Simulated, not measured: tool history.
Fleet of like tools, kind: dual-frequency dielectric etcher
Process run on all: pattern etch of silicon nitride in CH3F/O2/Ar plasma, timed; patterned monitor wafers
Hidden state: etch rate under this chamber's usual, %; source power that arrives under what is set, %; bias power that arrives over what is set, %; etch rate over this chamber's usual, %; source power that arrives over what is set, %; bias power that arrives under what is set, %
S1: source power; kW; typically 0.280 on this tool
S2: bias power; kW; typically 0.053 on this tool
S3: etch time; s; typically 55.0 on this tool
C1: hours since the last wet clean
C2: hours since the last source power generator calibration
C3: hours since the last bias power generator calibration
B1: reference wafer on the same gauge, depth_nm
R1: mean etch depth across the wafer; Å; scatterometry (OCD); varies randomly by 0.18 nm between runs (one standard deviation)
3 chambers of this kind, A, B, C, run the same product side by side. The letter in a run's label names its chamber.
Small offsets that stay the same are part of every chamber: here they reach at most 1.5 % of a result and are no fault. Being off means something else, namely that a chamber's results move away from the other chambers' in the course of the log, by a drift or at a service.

run 1B hour=10.5 | S1=0.280 S2=0.053 S3=55.0 | C1=74.1 C2=476.3 C3=957.1 | B1=33.168 | R1=304.40
run 2A hour=21.2 | S1=0.280 S2=0.053 S3=55.0 | C1=284.2 C2=162.3 C3=1863.5 | B1=33.161 | R1=301.20
run 3C hour=29.6 | S1=0.280 S2=0.053 S3=55.0 | C1=138.9 C2=2131.5 C3=136.8 | B1=33.206 | R1=303.16
run 4A hour=41.8 | S1=0.280 S2=0.053 S3=55.0 | C1=304.8 C2=182.9 C3=1884.1 | B1=33.210 | R1=299.47
run 5C hour=48.7 | S1=0.280 S2=0.053 S3=55.0 | C1=158.0 C2=2150.6 C3=155.9 | B1=33.147 | R1=304.52
run 6B hour=61.0 | S1=0.340 S2=0.053 S3=55.0 | C1=124.6 C2=526.8 C3=1007.6 | B1=33.231 | R1=331.99
run 7A hour=73.1 | S1=0.340 S2=0.053 S3=55.0 | C1=336.1 C2=214.2 C3=1915.4 | B1=33.216 | R1=324.99
run 8C hour=81.6 | S1=0.340 S2=0.053 S3=55.0 | C1=190.9 C2=2183.5 C3=188.8 | B1=33.220 | R1=326.95
run 9B hour=90.4 | S1=0.240 S2=0.046 S3=55.0 | C1=154.0 C2=556.2 C3=1037.0 | B1=33.223 | R1=274.23
run 10A hour=96.2 | S1=0.240 S2=0.046 S3=55.0 | C1=359.2 C2=237.3 C3=1938.5 | B1=33.204 | R1=269.23
run 11C hour=102.7 | S1=0.240 S2=0.046 S3=55.0 | C1=212.0 C2=2204.6 C3=209.9 | B1=33.228 | R1=272.31
run 12B hour=109.8 | S1=0.250 S2=0.062 S3=55.0 | C1=173.4 C2=575.6 C3=1056.4 | B1=33.193 | R1=310.34
run 13C hour=115.9 | S1=0.250 S2=0.062 S3=55.0 | C1=225.2 C2=2217.8 C3=223.1 | B1=33.255 | R1=309.56
run 14B hour=126.7 | S1=0.250 S2=0.062 S3=55.0 | C1=190.3 C2=592.5 C3=1073.3 | B1=33.212 | R1=307.78
run 15A hour=134.0 | S1=0.280 S2=0.064 S3=41.0 | C1=397.0 C2=275.1 C3=1976.3 | B1=33.200 | R1=237.43
run 16A hour=141.6 | S1=0.280 S2=0.064 S3=41.0 | C1=404.6 C2=282.7 C3=1983.9 | B1=33.195 | R1=235.98
run 17C hour=151.6 | S1=0.280 S2=0.064 S3=41.0 | C1=260.9 C2=2253.5 C3=258.8 | B1=33.228 | R1=239.12
run 18B hour=159.8 | S1=0.280 S2=0.053 S3=55.0 | C1=223.4 C2=625.6 C3=1106.4 | B1=33.222 | R1=308.85
run 19B hour=170.7 | S1=0.280 S2=0.053 S3=55.0 | C1=234.3 C2=636.5 C3=1117.3 | B1=33.234 | R1=306.91
run 20A hour=181.7 | S1=0.280 S2=0.053 S3=63.5 | C1=444.7 C2=322.8 C3=2024.0 | B1=33.207 | R1=343.90
run 21C hour=194.2 | S1=0.280 S2=0.053 S3=63.5 | C1=303.5 C2=2296.1 C3=301.4 | B1=33.196 | R1=351.51
run 22B hour=199.8 | S1=0.280 S2=0.053 S3=63.5 | C1=263.4 C2=665.6 C3=1146.4 | B1=33.183 | R1=353.28
run 23A hour=209.1 | S1=0.280 S2=0.053 S3=55.0 | C1=472.1 C2=350.2 C3=2051.4 | B1=33.205 | R1=298.14
run 24C hour=218.8 | S1=0.280 S2=0.053 S3=55.0 | C1=328.1 C2=2320.7 C3=326.0 | B1=33.228 | R1=303.32
run 25C hour=228.8 | S1=0.280 S2=0.053 S3=55.0 | C1=338.1 C2=2330.7 C3=336.0 | B1=33.133 | R1=304.55
run 26A hour=238.0 | S1=0.280 S2=0.053 S3=55.0 | C1=501.0 C2=379.1 C3=2080.3 | B1=33.220 | R1=294.58
run 27B hour=249.4 | S1=0.280 S2=0.053 S3=55.0 | C1=313.0 C2=715.2 C3=1196.0 | B1=33.190 | R1=308.45
run 28B hour=259.8 | S1=0.280 S2=0.053 S3=55.0 | C1=323.4 C2=725.6 C3=1206.4 | B1=33.204 | R1=308.38
run 29C hour=266.4 | S1=0.280 S2=0.053 S3=55.0 | C1=375.7 C2=2368.3 C3=373.6 | B1=33.199 | R1=306.55
run 30A hour=276.1 | S1=0.280 S2=0.053 S3=55.0 | C1=539.1 C2=417.2 C3=2118.4 | B1=33.175 | R1=292.56
run 31C hour=288.1 | S1=0.280 S2=0.053 S3=55.0 | C1=397.4 C2=2390.0 C3=395.3 | B1=33.252 | R1=306.37
run 32A hour=296.3 | S1=0.280 S2=0.053 S3=55.0 | C1=559.3 C2=437.4 C3=2138.6 | B1=33.141 | R1=295.25
run 33B hour=308.5 | S1=0.280 S2=0.053 S3=55.0 | C1=372.1 C2=774.3 C3=1255.1 | B1=33.203 | R1=305.79
run 34A hour=317.1 | S1=0.280 S2=0.053 S3=55.0 | C1=580.1 C2=458.2 C3=2159.4 | B1=33.224 | R1=293.93

Is one chamber out of step, is the gauge drifting, or do the chambers differ by no more than their own small offsets? For an off chamber, give its letter and the likeliest cause.

Little by little, chamber A moves away from the other chambers.
Most likely cause: etch rate under this chamber's usual, % = 3.33.

Which of the 4 candidates below, each the usual settings with something changed and its results left as question marks, puts chamber A back in line with what the other chambers give on the usual settings?
In-line tolerance around the mean of the other chambers on the usual settings: R1 6.40 Å
run 35A-1 hour=326.2 | S1=0.280 S2=0.053 S3=53.0 | R1=?
run 35A-2 hour=326.2 | S1=0.350 S2=0.053 S3=55.0 | R1=?
run 35A-3 hour=326.2 | S1=0.250 S2=0.048 S3=55.0 | R1=?
run 35A-4 hour=326.2 | S1=0.280 S2=0.053 S3=57.0 | R1=?

Usual-settings mean across the other chambers: R1 305.18 Å
run=35A-1 R1=283.15
run=35A-2 R1=320.01
run=35A-3 R1=272.42
run=35A-4 R1=304.52
35A-4 brings the chamber back in line.

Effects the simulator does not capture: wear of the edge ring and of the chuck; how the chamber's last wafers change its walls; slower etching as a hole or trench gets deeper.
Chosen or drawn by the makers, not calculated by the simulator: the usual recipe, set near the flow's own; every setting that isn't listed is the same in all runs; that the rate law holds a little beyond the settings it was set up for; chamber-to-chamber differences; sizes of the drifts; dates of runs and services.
